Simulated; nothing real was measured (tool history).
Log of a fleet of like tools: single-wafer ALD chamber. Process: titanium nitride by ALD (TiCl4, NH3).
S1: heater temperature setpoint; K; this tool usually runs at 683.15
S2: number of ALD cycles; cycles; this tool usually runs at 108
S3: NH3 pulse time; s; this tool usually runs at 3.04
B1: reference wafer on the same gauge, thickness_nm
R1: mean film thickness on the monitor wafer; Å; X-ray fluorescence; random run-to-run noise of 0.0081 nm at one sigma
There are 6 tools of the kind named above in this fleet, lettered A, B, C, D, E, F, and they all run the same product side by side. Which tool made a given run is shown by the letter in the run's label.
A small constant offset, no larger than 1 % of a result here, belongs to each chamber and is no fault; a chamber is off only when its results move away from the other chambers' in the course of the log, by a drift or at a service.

| run | hour | S1 | S2 | S3 | B1 | R1 |
|---|---|---|---|---|---|---|
| 1A | 16.0 | 683.15 | 108 | 3.04 | 2.6078 | 24.154 |
| 2C | 24.9 | 683.15 | 108 | 3.04 | 2.6100 | 24.149 |
| 3B | 39.2 | 683.15 | 108 | 3.04 | 2.6119 | 24.507 |
| 4F | 46.7 | 683.15 | 108 | 3.04 | 2.6081 | 24.223 |
| 5E | 55.8 | 683.15 | 108 | 3.04 | 2.6096 | 24.236 |
| 6D | 68.0 | 683.15 | 108 | 3.04 | 2.6100 | 24.431 |
| 7F | 82.4 | 683.15 | 108 | 3.04 | 2.6074 | 24.261 |
| 8E | 96.4 | 683.15 | 108 | 3.04 | 2.6090 | 24.117 |
| 9B | 107.4 | 683.15 | 108 | 3.04 | 2.6123 | 24.516 |
| 10A | 119.6 | 683.15 | 108 | 3.04 | 2.6109 | 24.116 |
| 11D | 128.5 | 683.15 | 108 | 3.04 | 2.6118 | 24.314 |
| 12C | 144.8 | 683.15 | 123 | 2.39 | 2.6117 | 27.068 |
| 13D | 157.4 | 683.15 | 123 | 2.39 | 2.6096 | 27.366 |
| 14B | 172.1 | 683.15 | 123 | 2.39 | 2.6090 | 27.560 |
| 15F | 188.5 | 683.15 | 123 | 2.39 | 2.6079 | 27.422 |
| 16A | 195.6 | 683.15 | 123 | 2.39 | 2.6091 | 27.352 |
| 17C | 205.5 | 683.15 | 123 | 2.39 | 2.6100 | 27.234 |
| 18E | 218.3 | 683.15 | 108 | 3.04 | 2.6099 | 24.103 |
| 19E | 230.7 | 683.15 | 108 | 3.04 | 2.6125 | 24.326 |
| 20C | 243.6 | 683.15 | 108 | 3.04 | 2.6085 | 23.961 |
| 21B | 255.5 | 683.15 | 108 | 3.04 | 2.6106 | 24.452 |
| 22A | 265.1 | 683.15 | 108 | 3.04 | 2.6063 | 24.230 |
| 23D | 272.3 | 683.15 | 108 | 3.04 | 2.6101 | 24.148 |
| 24F | 284.8 | 694.15 | 116 | 3.04 | 2.6110 | 26.194 |
| 25C | 300.6 | 694.15 | 116 | 3.04 | 2.6084 | 25.743 |
| 26D | 312.1 | 694.15 | 116 | 3.04 | 2.6111 | 26.281 |
| 27A | 327.6 | 694.15 | 116 | 3.04 | 2.6118 | 26.155 |
| 28F | 335.8 | 694.15 | 116 | 3.04 | 2.6112 | 26.047 |
| 29E | 344.2 | 694.15 | 116 | 3.04 | 2.6081 | 26.026 |
| 30B | 360.7 | 683.15 | 108 | 3.04 | 2.6082 | 24.382 |
| 31F | 377.0 | 683.15 | 108 | 3.04 | 2.6070 | 24.201 |
| 32A | 390.5 | 683.15 | 108 | 3.04 | 2.6106 | 24.283 |
| 33E | 403.8 | 683.15 | 108 | 3.04 | 2.6091 | 24.026 |
| 34C | 414.0 | 683.15 | 108 | 3.04 | 2.6094 | 23.865 |
| 35B | 424.5 | 683.15 | 108 | 3.04 | 2.6114 | 24.324 |
| 36D | 432.9 | 683.15 | 108 | 3.04 | 2.6098 | 24.267 |
| 37A | 448.1 | 683.15 | 108 | 3.04 | 2.6079 | 24.133 |
| 38C | 457.5 | 683.15 | 108 | 3.04 | 2.6080 | 24.034 |
| 39E | 468.1 | 683.15 | 108 | 3.04 | 2.6094 | 24.144 |
| 40F | 476.6 | 669.15 | 108 | 2.40 | 2.6071 | 24.128 |
| 41D | 491.1 | 669.15 | 108 | 2.40 | 2.6086 | 23.976 |
| 42B | 507.6 | 669.15 | 108 | 2.40 | 2.6094 | 23.993 |
| 43A | 515.7 | 669.15 | 108 | 2.40 | 2.6092 | 23.893 |
| 44E | 530.4 | 669.15 | 108 | 2.40 | 2.6110 | 23.871 |

The same settings go to every chamber for the next run, one line per chamber below. Forecast the results for each:
| 45A | 542.2 | 673.15 | 108 | 3.04 |  | ? |
| 45B | 542.2 | 673.15 | 108 | 3.04 |  | ? |
| 45C | 542.2 | 673.15 | 108 | 3.04 |  | ? |
| 45D | 542.2 | 673.15 | 108 | 3.04 |  | ? |
| 45E | 542.2 | 673.15 | 108 | 3.04 |  | ? |
| 45F | 542.2 | 673.15 | 108 | 3.04 |  | ? |

| run | R1 |
|---|---|
| 45A | 24.074 |
| 45B | 24.388 |
| 45C | 23.894 |
| 45D | 24.426 |
| 45E | 24.171 |
| 45F | 24.221 |
